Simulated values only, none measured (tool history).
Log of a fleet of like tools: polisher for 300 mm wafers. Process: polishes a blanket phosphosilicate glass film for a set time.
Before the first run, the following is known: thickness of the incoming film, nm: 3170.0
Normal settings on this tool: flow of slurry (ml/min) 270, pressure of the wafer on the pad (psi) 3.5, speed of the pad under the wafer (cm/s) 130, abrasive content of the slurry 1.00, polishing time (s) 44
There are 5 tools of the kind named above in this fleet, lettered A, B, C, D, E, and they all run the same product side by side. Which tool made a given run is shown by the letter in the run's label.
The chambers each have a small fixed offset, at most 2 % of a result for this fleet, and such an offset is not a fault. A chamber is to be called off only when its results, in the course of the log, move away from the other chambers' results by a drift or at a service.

run,hour,flow of slurry (ml/min),pressure of the wafer on the pad (psi),speed of the pad under the wafer (cm/s),abrasive content of the slurry,polishing time (s),film removed (Å)
# hour 1.7: chamber A: head pressure recalibrated
# hour 2.1: chamber E: worn pad replaced by a new one
1D,2.3,270,3.5,130,1.00,44,5509.7
# hour 4.7: chamber C: conditioning disc replaced and pad reconditioned
# hour 5.1: chamber A: conditioning disc replaced and pad reconditioned
2E,6.7,270,3.5,130,1.00,44,5539.3
3B,10.2,270,3.5,130,1.00,44,5596.4
4C,13.4,270,3.5,130,1.00,44,5503.2
5A,18.3,270,3.5,130,0.75,34,3712.5
6A,20.8,270,3.5,130,0.75,34,3737.6
7E,24.5,270,3.5,130,0.75,34,3740.9
8B,29.0,270,3.5,130,0.75,34,3751.0
9C,32.4,270,3.5,130,0.75,34,3726.8
10D,37.4,270,3.5,130,1.00,44,5597.4
# hour 40.0: chamber C: worn pad replaced by a new one
11B,42.0,270,3.5,130,1.00,44,5565.1
# hour 44.4: chamber D: worn pad replaced by a new one
12E,44.9,310,3.5,130,1.00,44,5719.5
13D,48.8,310,3.5,130,1.00,44,5629.5
# hour 48.9: chamber B: worn pad replaced by a new one
# hour 51.7: chamber A: worn pad replaced by a new one
14A,52.6,310,3.5,130,1.00,44,5721.8
15C,55.1,310,3.5,130,1.00,44,5481.5
16C,59.3,310,3.5,130,1.00,44,5515.5
17E,63.0,320,3.5,130,1.00,44,5680.2
18D,67.4,320,3.5,130,1.00,44,5762.9
# hour 70.5: chamber E: worn pad replaced by a new one
19A,72.6,320,3.5,130,1.00,44,5627.3
20B,76.6,320,3.5,130,1.00,44,5556.7
21E,80.7,320,3.5,130,1.00,44,5635.2
22A,83.9,270,3.5,130,1.00,44,5586.1
23D,87.8,270,3.5,130,1.00,44,5644.1
24C,92.0,270,3.5,130,1.00,44,5433.5
25B,96.5,270,3.5,130,1.00,33,4082.8
# hour 97.4: chamber D: worn pad replaced by a new one
26E,100.3,270,3.5,130,1.00,33,4186.2
27A,103.3,270,3.5,130,1.00,33,4131.0
28D,105.6,270,3.5,130,1.00,33,4128.8
29B,110.7,270,3.5,130,1.00,33,4168.6
30C,113.5,270,3.5,130,1.00,44,5579.5

Predict what each chamber gives when all 5 of them run the settings below next.
31A,117.2,270,2.7,130,1.00,44,?
31B,117.2,270,2.7,130,1.00,44,?
31C,117.2,270,2.7,130,1.00,44,?
31D,117.2,270,2.7,130,1.00,44,?
31E,117.2,270,2.7,130,1.00,44,?

run,film removed (Å)
31A,4261.7
31B,4275.4
31C,4142.3
31D,4296.1
31E,4314.6
